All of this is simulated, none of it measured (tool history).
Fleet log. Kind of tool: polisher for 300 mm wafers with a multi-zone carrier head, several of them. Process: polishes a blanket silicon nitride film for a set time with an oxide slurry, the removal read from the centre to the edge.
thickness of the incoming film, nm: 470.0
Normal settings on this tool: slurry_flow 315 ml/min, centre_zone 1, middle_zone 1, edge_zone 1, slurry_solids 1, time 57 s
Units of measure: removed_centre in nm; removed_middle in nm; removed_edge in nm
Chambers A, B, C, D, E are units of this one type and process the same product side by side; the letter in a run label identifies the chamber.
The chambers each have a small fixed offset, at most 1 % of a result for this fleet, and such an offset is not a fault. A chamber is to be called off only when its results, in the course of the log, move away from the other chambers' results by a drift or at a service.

run	hour	slurry_flow	centre_zone	middle_zone	edge_zone	slurry_solids	time	removed_centre	removed_middle	removed_edge
# hour 0.9: chamber D: worn pad replaced by a new one
1B	5.3	315	1	1	1	1	57	34	34.661	34.465
2D	14.8	315	1	1	1	1	57	34.338	33.91	34.468
# hour 18.1: chamber A: worn pad replaced by a new one
# hour 18.3: chamber E: worn pad replaced by a new one
# hour 21.1: chamber E: slurry nozzle cleaned
3E	22.9	315	1	1	1	1	57	34.411	34.136	34.578
4A	29.9	315	1	1	1	1	57	34.74	35.383	34.248
5C	36.1	315	1	1	1	1	57	33.957	34.771	34.374
# hour 39.4: chamber B: centre zone pressure recalibrated
6A	43.7	315	1	1	1	1	57	34.343	34.602	33.878
# hour 44.6: chamber C: worn pad replaced by a new one
7C	51	315	1	1	1	1	57	34.452	34.563	33.92
# hour 55.3: chamber B: worn pad replaced by a new one
8E	57.3	315	1	1	1	1	57	34.312	34.37	34.823
# hour 59: chamber E: centre zone pressure recalibrated
9D	65.2	315	1	1	1	1	57	33.965	34.461	34.459
# hour 65.8: chamber D: worn pad replaced by a new one
10B	72.1	315	1	1	1	1	57	34.137	35.276	34.351
# hour 77.9: chamber A: edge zone pressure recalibrated
11A	81	315	1	1	1	1	57	34.313	34.85	33.889
# hour 85.8: chamber E: worn pad replaced by a new one
12C	86.1	315	1	0.93	1	0.8	57	30.626	29.148	30.53
13E	91.9	315	1	0.93	1	0.8	57	31.373	29.225	31.185
14B	102.3	315	1	0.93	1	0.8	57	30.408	28.393	30.796
# hour 105: chamber C: worn pad replaced by a new one
15D	108.6	315	1	0.93	1	0.8	57	31.019	29.591	30.65
16D	116.6	315	1	0.93	1	0.8	57	30.919	29.049	30.971
# hour 117.1: chamber A: worn pad replaced by a new one
17B	125.5	315	1	1	1	1	57	34.071	34.291	33.902
# hour 129.5: chamber D: worn pad replaced by a new one
# hour 131: chamber B: slurry nozzle cleaned
18C	131.1	315	0.96	1	1	1	57	32.77	35.187	33.959
19E	139	315	0.96	1	1	1	57	33.111	34.662	34.636
# hour 147.7: chamber E: worn pad replaced by a new one
20A	147.8	315	0.96	1	1	1	57	32.723	35.507	34.292
21A	157.2	315	0.96	1	1	1	57	32.821	34.973	33.928
# hour 161: chamber C: worn pad replaced by a new one
22C	167.9	315	0.96	1	1	1	57	32.481	34.625	34.186
# hour 175.7: chamber B: worn pad replaced by a new one
23E	178.2	315	1	1	1	1	57	34.354	33.419	34.325
# hour 184.1: chamber D: worn pad replaced by a new one
24D	186.5	315	1	1	1	1	57	32.965	34.777	34.309
25B	192.7	315	1	1	1	1	57	34.367	33.852	34.287
26B	200.6	315	1	1	1	1	57	34.425	33.547	34.229
27D	210.6	315	1	1	1	1	57	32.451	33.991	34.375
# hour 211: chamber E: worn pad replaced by a new one
28E	218.2	315	1	1	1	1	57	34.74	34.436	34.074
29C	226.5	315	1	1	1	1	57	33.284	34.572	33.85
# hour 228.7: chamber C: worn pad replaced by a new one
30A	233	315	1	1	1	1	57	34.747	34.773	34.459
# hour 235.1: chamber A: worn pad replaced by a new one
# hour 236: chamber D: worn pad replaced by a new one
31E	241.2	315	1	1	1	1	57	34.536	34.851	34.267
# hour 241.9: chamber A: centre zone pressure recalibrated
32B	247.5	315	1	1	1	1	57	34.242	35.043	34.429
33A	255	315	1	1	1	1	57	34.85	34.651	33.979
# hour 264.4: chamber E: worn pad replaced by a new one
34D	264.7	315	1	1	1	1	57	31.51	34.887	34.533
# hour 266.8: chamber C: slurry nozzle cleaned
35C	270.7	315	1	1	1	1	57	33.568	35.061	34.231
36E	281.5	315	1	1	1	1	57	34.925	33.629	34.382
37B	287	315	1.07	1	1	1	57	36.765	33.338	34.379
# hour 289.8: chamber C: worn pad replaced by a new one
38C	292.6	315	1.07	1	1	1	57	36.716	34.703	34.169
39A	302.1	315	1.07	1	1	1	57	37.138	34.403	34.638

Does one chamber stand apart from the rest, does the shared gauge drift, or is all well apart from small per-chamber offsets? Give the chamber and the most likely cause, where there is one.

It is chamber D that slowly wanders off from its peers.
Cause: centre zone's pressure below its setpoint, % = 9.01.

Which of the 4 candidates below, each the usual settings with something changed and its results left as question marks, puts chamber D back in line with what the other chambers give on the usual settings?
To be in line, a result may differ from the other chambers' mean on the usual settings by at most: removed_centre 1.3 nm; removed_middle 1.5 nm; removed_edge 0.75 nm
40D-1	310	330	1.17	0.98	0.93	1	59	?	?	?
40D-2	310	320	1.09	0.99	0.97	1	58	?	?	?
40D-3	310	310	0.91	1.01	1.03	1	56	?	?	?
40D-4	310	305	0.83	1.03	1.06	1	56	?	?	?

The other chambers' mean on the usual settings: removed_centre 34.351 nm; removed_middle 34.481 nm; removed_edge 34.254 nm
run	removed_centre	removed_middle	removed_edge
40D-1	38.117	35.223	34.221
40D-2	34.538	34.858	34.308
40D-3	27.14	34.195	34.112
40D-4	24.39	34.766	34.596
The answer is 40D-2, which returns the chamber to within the allowed miss of the others.
